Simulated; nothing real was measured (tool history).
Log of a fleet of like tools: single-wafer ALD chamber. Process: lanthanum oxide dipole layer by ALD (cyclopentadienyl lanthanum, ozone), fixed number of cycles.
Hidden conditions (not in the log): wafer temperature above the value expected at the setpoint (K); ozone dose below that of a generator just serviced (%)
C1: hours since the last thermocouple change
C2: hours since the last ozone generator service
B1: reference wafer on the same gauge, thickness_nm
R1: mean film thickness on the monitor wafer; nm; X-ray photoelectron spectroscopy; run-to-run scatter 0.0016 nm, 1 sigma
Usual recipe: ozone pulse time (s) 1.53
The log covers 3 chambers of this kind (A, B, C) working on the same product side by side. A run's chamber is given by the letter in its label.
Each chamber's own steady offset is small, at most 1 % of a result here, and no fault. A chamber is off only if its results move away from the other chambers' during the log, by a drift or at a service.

Run 1B, day 0.133: usual settings; C1 485.6; C2 357.9; B1 0.6162. Result: R1 0.55327 nm.
Run 2A, day 0.312: usual settings; C1 2068.6; C2 1527.7; B1 0.61603. Result: R1 0.55448 nm.
Run 3C, day 0.442: usual settings; C1 1332.7; C2 317.9; B1 0.61596. Result: R1 0.54671 nm.
Run 4C, day 0.558: usual settings; C1 1335.5; C2 320.7; B1 0.61627. Result: R1 0.54722 nm.
Run 5A, day 0.729: usual settings; C1 2078.6; C2 1537.7; B1 0.61575. Result: R1 0.55156 nm.
Run 6B, day 0.862: usual settings but ozone pulse time (s) 0.97; C1 503.1; C2 375.4; B1 0.6155. Result: R1 0.49361 nm.
Run 7B, day 0.967: usual settings but ozone pulse time (s) 0.97; C1 505.6; C2 377.9; B1 0.61615. Result: R1 0.49441 nm.
Run 8C, day 1.112: usual settings but ozone pulse time (s) 0.97; C1 1348.8; C2 334; B1 0.61599. Result: R1 0.49112 nm.
Run 9A, day 1.221: usual settings; C1 2090.4; C2 1549.5; B1 0.61633. Result: R1 0.55071 nm.
Run 10A, day 1.392: usual settings but ozone pulse time (s) 1.85; C1 2094.5; C2 1553.6; B1 0.61551. Result: R1 0.56725 nm.
Run 11B, day 1.558: usual settings but ozone pulse time (s) 1.85; C1 519.8; C2 392.1; B1 0.61574. Result: R1 0.55996 nm.
Run 12C, day 1.708: usual settings but ozone pulse time (s) 1.85; C1 1363.1; C2 348.3; B1 0.61603. Result: R1 0.55783 nm.
Run 13C, day 1.858: usual settings; C1 1366.7; C2 351.9; B1 0.61643. Result: R1 0.54699 nm.
Run 14A, day 2.008: usual settings but ozone pulse time (s) 1.1; C1 2109.3; C2 1568.4; B1 0.61636. Result: R1 0.51262 nm.
Run 15B, day 2.121: usual settings but ozone pulse time (s) 1.1; C1 533.3; C2 405.6; B1 0.61595. Result: R1 0.50378 nm.
Run 16A, day 2.262: usual settings but ozone pulse time (s) 1.1; C1 2115.4; C2 1574.5; B1 0.61613. Result: R1 0.51381 nm.
Run 17C, day 2.396: usual settings; C1 1379.6; C2 364.8; B1 0.61587. Result: R1 0.54953 nm.
Run 18B, day 2.525: usual settings; C1 543; C2 415.3; B1 0.61646. Result: R1 0.54214 nm.
Run 19A, day 2.633: usual settings; C1 2124.3; C2 1583.4; B1 0.61591. Result: R1 0.55124 nm.
Run 20B, day 2.783: usual settings; C1 549.2; C2 421.5; B1 0.61612. Result: R1 0.5412 nm.
Run 21C, day 2.933: usual settings but ozone pulse time (s) 1.34; C1 1392.5; C2 377.7; B1 0.61595. Result: R1 0.53854 nm.
Run 22C, day 3.033: usual settings but ozone pulse time (s) 1.34; C1 1394.9; C2 380.1; B1 0.61643. Result: R1 0.5371 nm.
Run 23B, day 3.129: usual settings but ozone pulse time (s) 1.34; C1 557.5; C2 429.8; B1 0.61658. Result: R1 0.51995 nm.
Run 24A, day 3.296: usual settings but ozone pulse time (s) 1.15; C1 2140.2; C2 1599.3; B1 0.61658. Result: R1 0.52074 nm.

Has any chamber moved away from the others, gradually or after a service, or does the common gauge drift, or do the chambers differ only by their own small steady offsets? State the chamber and the most likely cause if one applies.

Little by little, chamber B moves away from the other chambers.
Cause: ozone dose below that of a generator just serviced (%) = 16.2.

Here are 4 candidates for chamber B's next run, each the usual settings with a change, their results left as question marks. Which one brings its results back in line with what the others give on the usual settings?
In line means no further than this from the other chambers' mean on the usual settings: R1 0.0058 nm
Run 25B-1, day 3.429: usual settings but ozone pulse time (s) 1.78. Result: R1 ?.
Run 25B-2, day 3.429: usual settings but ozone pulse time (s) 1.36. Result: R1 ?.
Run 25B-3, day 3.429: usual settings but ozone pulse time (s) 1.61. Result: R1 ?.
Run 25B-4, day 3.429: usual settings but ozone pulse time (s) 1.45. Result: R1 ?.

Usual-settings mean across the other chambers: R1 0.55002 nm
  run       R1
25B-1  0.54988
25B-2  0.51963
25B-3  0.54013
25B-4  0.52802
The right change is 25B-1: it brings the chamber back within the allowed miss of the others.
